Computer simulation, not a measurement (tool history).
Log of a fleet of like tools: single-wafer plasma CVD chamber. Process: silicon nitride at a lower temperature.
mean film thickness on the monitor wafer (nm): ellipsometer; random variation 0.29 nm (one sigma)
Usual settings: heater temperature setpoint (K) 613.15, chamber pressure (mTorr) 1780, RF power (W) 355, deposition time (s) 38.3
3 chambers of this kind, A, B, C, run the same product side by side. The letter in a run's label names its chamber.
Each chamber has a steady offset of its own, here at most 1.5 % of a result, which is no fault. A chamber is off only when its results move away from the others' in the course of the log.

run	hour	heater temperature setpoint (K)	chamber pressure (mTorr)	RF power (W)	deposition time (s)	hours since the last thermocouple change	hours since the last RF generator calibration	hours since the last manometer calibration	read-back reference wafer on the same gauge, thickness_nm	mean film thickness on the monitor wafer (nm)
1C	8.6	613.15	1780	355	38.3	1371.3	1079.1	266.9	54.519	52.154
2A	20.6	613.15	1780	355	38.3	1019.9	548.4	1860.7	54.574	51.795
3B	30.8	613.15	1780	355	38.3	617.1	575.3	1186.2	54.441	52.482
4B	44.9	613.15	1780	355	38.3	631.2	589.4	1200.3	54.493	52.351
5C	52	613.15	1780	355	38.3	1414.7	1122.5	310.3	54.521	52.145
6A	60	613.15	1780	355	38.3	1059.3	587.8	1900.1	54.49	51.767
7B	72.2	613.15	1780	355	38.3	658.5	616.7	1227.6	54.472	53.198
8C	84.3	613.15	1780	355	38.3	1447	1154.8	342.6	54.498	52.337
9A	95.7	613.15	1780	355	38.3	1095	623.5	1935.8	54.5	52.544
10B	109.8	620.15	1780	305	38.3	696.1	654.3	1265.2	54.531	47.71
11A	123.7	620.15	1780	305	38.3	1123	651.5	1963.8	54.594	46.686
12C	131.2	620.15	1780	305	38.3	1493.9	1201.7	389.5	54.544	46.797
13B	141	613.15	2160	355	38.3	727.3	685.5	1296.4	54.559	55.461
14A	152.9	613.15	2160	355	38.3	1152.2	680.7	1993	54.593	55.161
15C	162.4	613.15	2160	355	38.3	1525.1	1232.9	420.7	54.463	55.049
16A	168.6	613.15	1780	355	38.3	1167.9	696.4	2008.7	54.558	51.129
17B	175.6	613.15	1780	355	38.3	761.9	720.1	1331	54.462	52.752
18C	185.9	613.15	1780	355	38.3	1548.6	1256.4	444.2	54.467	52.131
19A	194.2	626.15	1780	405	38.3	1193.5	722	2034.3	54.56	55.582
20B	202.8	626.15	1780	405	38.3	789.1	747.3	1358.2	54.479	56.214
21C	213	626.15	1780	405	38.3	1575.7	1283.5	471.3	54.533	56.705
22B	225.5	613.15	1780	355	38.3	811.8	770	1380.9	54.512	52.049
23A	235.9	613.15	1780	355	38.3	1235.2	763.7	2076	54.519	51.885
24C	243.1	613.15	1780	355	38.3	1605.8	1313.6	501.4	54.54	52.2
25C	255.5	613.15	1780	355	38.3	1618.2	1326	513.8	54.48	52.072
26A	266.7	613.15	1780	355	38.3	1266	794.5	2106.8	54.424	51.016
27B	275	613.15	1780	355	38.3	861.3	819.5	1430.4	54.515	53.152
28A	284.2	613.15	1780	355	38.3	1283.5	812	2124.3	54.534	50.923
29B	296.8	613.15	1780	355	38.3	883.1	841.3	1452.2	54.509	52.799
30C	308.6	602.15	1780	295	38.3	1671.3	1379.1	566.9	54.493	46.002
31B	321.7	602.15	1780	295	38.3	908	866.2	1477.1	54.557	46.94
32C	329.1	602.15	1780	295	38.3	1691.8	1399.6	587.4	54.513	46.452
33A	337.9	613.15	1780	355	38.3	1337.2	865.7	2178	54.482	50.752
34A	344.5	613.15	1780	355	38.3	1343.8	872.3	2184.6	54.459	50.427
35C	353.6	613.15	1780	355	38.3	1716.3	1424.1	611.9	54.538	51.469
36B	360.3	613.15	1780	355	38.3	946.6	904.8	1515.7	54.52	52.686
37A	374.2	613.15	1780	355	38.3	1373.5	902	2214.3	54.489	50.104
38B	384.9	613.15	1780	355	38.3	971.2	929.4	1540.3	54.54	52.566
39C	393.3	613.15	1780	355	38.3	1756	1463.8	651.6	54.461	52.1
40C	405.8	613.15	1780	355	38.3	1768.5	1476.3	664.1	54.439	52.13
41A	412.7	613.15	2160	355	38.3	1412	940.5	2252.8	54.535	52.926
42B	420.2	613.15	2160	355	38.3	1006.5	964.7	1575.6	54.541	55.352
43A	431.6	613.15	2160	355	38.3	1430.9	959.4	2271.7	54.457	52.306
44B	441.8	613.15	1780	355	38.3	1028.1	986.3	1597.2	54.558	52.304

Is one chamber off against the others, does the gauge drift, or is nothing wrong? If a chamber is off, say which, and what the likeliest cause is.

Chamber A drifts away from the others.
Cause: delivered RF power below the setpoint (%) = 7.02.

Here are 4 candidates for chamber A's next run, each the usual settings with a change, their results left as question marks. Which one brings its results back in line with what the others give on the usual settings?
In line means no further than this from the other chambers' mean on the usual settings: mean film thickness on the monitor wafer (nm) 1
45A-1	452.1	613.15	1780	375	41.3					?
45A-2	452.1	613.15	1640	310	38.3					?
45A-3	452.1	613.15	1740	355	36.5					?
45A-4	452.1	613.15	1780	355	40.3					?

The other chambers' mean on the usual settings: mean film thickness on the monitor wafer (nm) 52.297
run	mean film thickness on the monitor wafer (nm)
45A-1	55.458
45A-2	44.391
45A-3	47.057
45A-4	52.264
45A-4 brings the chamber back in line.
